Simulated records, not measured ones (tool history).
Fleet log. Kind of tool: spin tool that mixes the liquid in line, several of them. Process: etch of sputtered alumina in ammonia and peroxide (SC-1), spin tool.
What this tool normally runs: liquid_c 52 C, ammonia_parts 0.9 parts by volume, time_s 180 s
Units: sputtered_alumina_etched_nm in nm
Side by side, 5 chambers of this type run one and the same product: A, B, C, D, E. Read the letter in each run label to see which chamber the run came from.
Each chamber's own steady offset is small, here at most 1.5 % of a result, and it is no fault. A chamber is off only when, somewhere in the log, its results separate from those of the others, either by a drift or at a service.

run,day,liquid_c,ammonia_parts,time_s,"read-back film thickness of the sputtered alumina reference wafer, read on the same gauge (nm)",sputtered_alumina_etched_nm
1C,0.492,52,0.9,180,69.962,8.5895
2B,0.779,52,0.9,180,69.986,8.5745
3E,1.296,52,0.9,180,69.982,8.6945
# day 1.312: chamber C: ammonia flow meter replaced
4D,1.838,52,0.9,180,69.988,8.7566
5A,2.254,52,0.9,180,70.002,8.8112
6E,2.804,52,0.9,180,69.952,8.7529
7D,3.142,52,0.9,180,69.974,8.7945
# day 3.183: chamber C: new drum of ammonia solution connected
8B,3.425,52,0.9,180,69.995,8.725
# day 3.658: chamber A: new drum of ammonia solution connected
9C,3.817,52,0.9,180,70.017,8.6838
10A,4.108,52,0.9,180,70.007,8.9503
11C,4.517,60.5,0.7,180,69.981,13.133
12A,5.054,60.5,0.7,180,70.042,13.558
13E,5.504,60.5,0.7,180,70.017,13.634
# day 5.654: chamber E: new drum of ammonia solution connected
14D,5.921,60.5,0.7,180,69.998,13.558
15B,6.442,60.5,0.7,180,70.013,13.214
16D,6.896,52,0.9,180,69.96,9.0008
17E,7.35,52,0.9,180,69.941,8.6484
18C,7.875,57,0.9,180,69.97,11.424
19B,8.417,57,0.9,180,69.978,11.392
20A,8.762,57,0.9,180,69.946,11.338
21D,9.033,57,0.9,180,69.985,11.56
22B,9.4,57,0.9,180,69.953,11.439
23A,9.929,52,0.5,180,69.998,8.2831
24E,10.396,52,0.5,180,70.004,8.1883
25C,10.742,52,0.5,180,70.016,8.2008
26C,11.212,52,0.5,180,69.977,8.118
27A,11.7,52,0.5,180,69.974,8.2655
28D,12.071,48,0.9,90,70.004,3.4891
29E,12.317,48,0.9,90,69.99,3.5244
30B,12.871,48,0.9,90,69.981,3.4658

Next, all 5 chambers run the settings below, one line each with question marks for the results. What does each chamber give?
31A,13.275,52,0.9,180,,?
31B,13.275,52,0.9,180,,?
31C,13.275,52,0.9,180,,?
31D,13.275,52,0.9,180,,?
31E,13.275,52,0.9,180,,?

run,sputtered_alumina_etched_nm
31A,8.9007
31B,8.5926
31C,8.653
31D,8.7986
31E,8.7258
